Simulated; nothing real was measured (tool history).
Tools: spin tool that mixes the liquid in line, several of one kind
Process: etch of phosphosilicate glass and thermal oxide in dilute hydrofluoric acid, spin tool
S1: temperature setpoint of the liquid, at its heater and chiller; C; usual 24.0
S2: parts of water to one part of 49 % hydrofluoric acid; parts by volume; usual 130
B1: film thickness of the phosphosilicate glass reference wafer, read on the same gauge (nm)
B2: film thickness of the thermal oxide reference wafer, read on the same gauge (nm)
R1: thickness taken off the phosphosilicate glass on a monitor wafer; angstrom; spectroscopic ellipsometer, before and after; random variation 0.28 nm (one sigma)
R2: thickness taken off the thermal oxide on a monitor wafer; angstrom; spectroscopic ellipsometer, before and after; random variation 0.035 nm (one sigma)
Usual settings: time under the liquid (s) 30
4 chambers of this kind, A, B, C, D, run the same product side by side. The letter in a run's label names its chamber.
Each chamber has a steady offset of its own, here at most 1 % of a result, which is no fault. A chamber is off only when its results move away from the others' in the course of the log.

Run 1A, hour 4.1: usual settings; B1 110.00; B2 119.99. Result: R1 368.92 angstrom, R2 10.3980 angstrom.
Run 2B, hour 10.0: usual settings; B1 110.04; B2 119.99. Result: R1 369.22 angstrom, R2 10.4820 angstrom.
Run 3D, hour 14.3: usual settings; B1 110.03; B2 120.00. Result: R1 369.24 angstrom, R2 10.6320 angstrom.
Run 4C, hour 19.4: usual settings; B1 109.99; B2 120.03. Result: R1 365.84 angstrom, R2 10.2820 angstrom.
Run 5C, hour 24.0: usual settings; B1 110.04; B2 120.04. Result: R1 362.69 angstrom, R2 10.8330 angstrom.
Run 6B, hour 28.8: usual settings; B1 109.98; B2 120.00. Result: R1 372.85 angstrom, R2 10.1350 angstrom.
At hour 28.9: chamber D: hydrofluoric acid flow meter replaced.
At hour 30.7: chamber B: thermometer replaced.
Run 7D, hour 34.3: usual settings; B1 110.04; B2 119.96. Result: R1 370.52 angstrom, R2 10.3580 angstrom.
Run 8A, hour 37.9: usual settings but S1 21.5 C; B1 110.04; B2 120.00. Result: R1 334.71 angstrom, R2 9.4619 angstrom.
Run 9C, hour 44.2: usual settings but S1 21.5 C; B1 109.99; B2 120.04. Result: R1 332.86 angstrom, R2 9.3510 angstrom.
Run 10B, hour 50.1: usual settings but S1 21.5 C; B1 109.96; B2 120.02. Result: R1 338.25 angstrom, R2 10.2720 angstrom.
Run 11A, hour 55.3: usual settings but S1 21.5 C; B1 109.98; B2 119.99. Result: R1 330.31 angstrom, R2 9.4315 angstrom.
Run 12D, hour 60.8: usual settings; B1 110.03; B2 120.02. Result: R1 379.65 angstrom, R2 10.7570 angstrom.
Run 13A, hour 66.9: usual settings; B1 110.03; B2 120.00. Result: R1 364.47 angstrom, R2 11.0610 angstrom.
Run 14C, hour 70.2: usual settings; B1 109.99; B2 120.01. Result: R1 368.31 angstrom, R2 10.1510 angstrom.
Run 15D, hour 75.4: usual settings; B1 110.01; B2 120.02. Result: R1 370.86 angstrom, R2 10.5680 angstrom.
Run 16B, hour 79.9: usual settings; B1 110.02; B2 119.98. Result: R1 367.71 angstrom, R2 9.9518 angstrom.
Run 17B, hour 84.7: usual settings; B1 109.95; B2 119.99. Result: R1 372.78 angstrom, R2 10.8810 angstrom.
Run 18C, hour 89.6: usual settings but time under the liquid (s) 25; B1 109.97; B2 119.99. Result: R1 308.30 angstrom, R2 8.6908 angstrom.
Run 19D, hour 93.4: usual settings but time under the liquid (s) 25; B1 109.98; B2 120.01. Result: R1 312.06 angstrom, R2 8.8850 angstrom.
Run 20A, hour 98.0: usual settings but time under the liquid (s) 25; B1 110.04; B2 119.97. Result: R1 308.96 angstrom, R2 8.9804 angstrom.
Run 21A, hour 101.4: usual settings but time under the liquid (s) 25; B1 109.99; B2 119.98. Result: R1 310.46 angstrom, R2 8.6234 angstrom.
Run 22C, hour 105.4: usual settings; B1 110.05; B2 119.99. Result: R1 360.47 angstrom, R2 10.1540 angstrom.
Run 23D, hour 108.5: usual settings; B1 110.01; B2 120.01. Result: R1 370.67 angstrom, R2 10.1800 angstrom.
Run 24B, hour 113.0: usual settings; B1 110.04; B2 120.00. Result: R1 372.79 angstrom, R2 11.1220 angstrom.
Run 25A, hour 116.0: usual settings; B1 110.01; B2 120.03. Result: R1 368.13 angstrom, R2 10.7660 angstrom.
Run 26D, hour 120.7: usual settings; B1 110.03; B2 119.95. Result: R1 375.42 angstrom, R2 10.3130 angstrom.
Run 27B, hour 126.6: usual settings; B1 109.94; B2 120.01. Result: R1 371.20 angstrom, R2 11.0650 angstrom.
At hour 128.7: chamber C: thermometer replaced.
At hour 129.3: chamber A: thermometer replaced.
Run 28C, hour 130.1: usual settings; B1 109.95; B2 120.01. Result: R1 363.83 angstrom, R2 10.6330 angstrom.
Run 29D, hour 134.9: usual settings; B1 109.94; B2 119.97. Result: R1 370.75 angstrom, R2 10.8320 angstrom.
Run 30A, hour 141.1: usual settings; B1 110.00; B2 119.97. Result: R1 367.62 angstrom, R2 10.8030 angstrom.
Run 31C, hour 147.5: usual settings; B1 109.93; B2 120.02. Result: R1 366.25 angstrom, R2 10.3260 angstrom.
Run 32B, hour 153.1: usual settings; B1 109.98; B2 120.03. Result: R1 369.58 angstrom, R2 10.7820 angstrom.
Run 33A, hour 156.7: usual settings; B1 110.05; B2 120.01. Result: R1 366.78 angstrom, R2 10.4710 angstrom.
Run 34B, hour 162.0: usual settings; B1 110.00; B2 120.03. Result: R1 369.32 angstrom, R2 10.2830 angstrom.
Run 35C, hour 167.2: usual settings; B1 110.00; B2 119.98. Result: R1 369.43 angstrom, R2 10.7920 angstrom.
Run 36D, hour 173.4: usual settings; B1 110.02; B2 120.01. Result: R1 371.94 angstrom, R2 10.7470 angstrom.
Run 37D, hour 179.8: usual settings; B1 109.95; B2 119.98. Result: R1 369.15 angstrom, R2 10.7950 angstrom.
Run 38B, hour 185.9: usual settings; B1 110.02; B2 120.01. Result: R1 370.45 angstrom, R2 11.1350 angstrom.

Is one chamber off against the others, does the gauge drift, or is nothing wrong? If a chamber is off, say which, and what the likeliest cause is.

No chamber stands off beyond its own small offset, and the gauge holds steady.
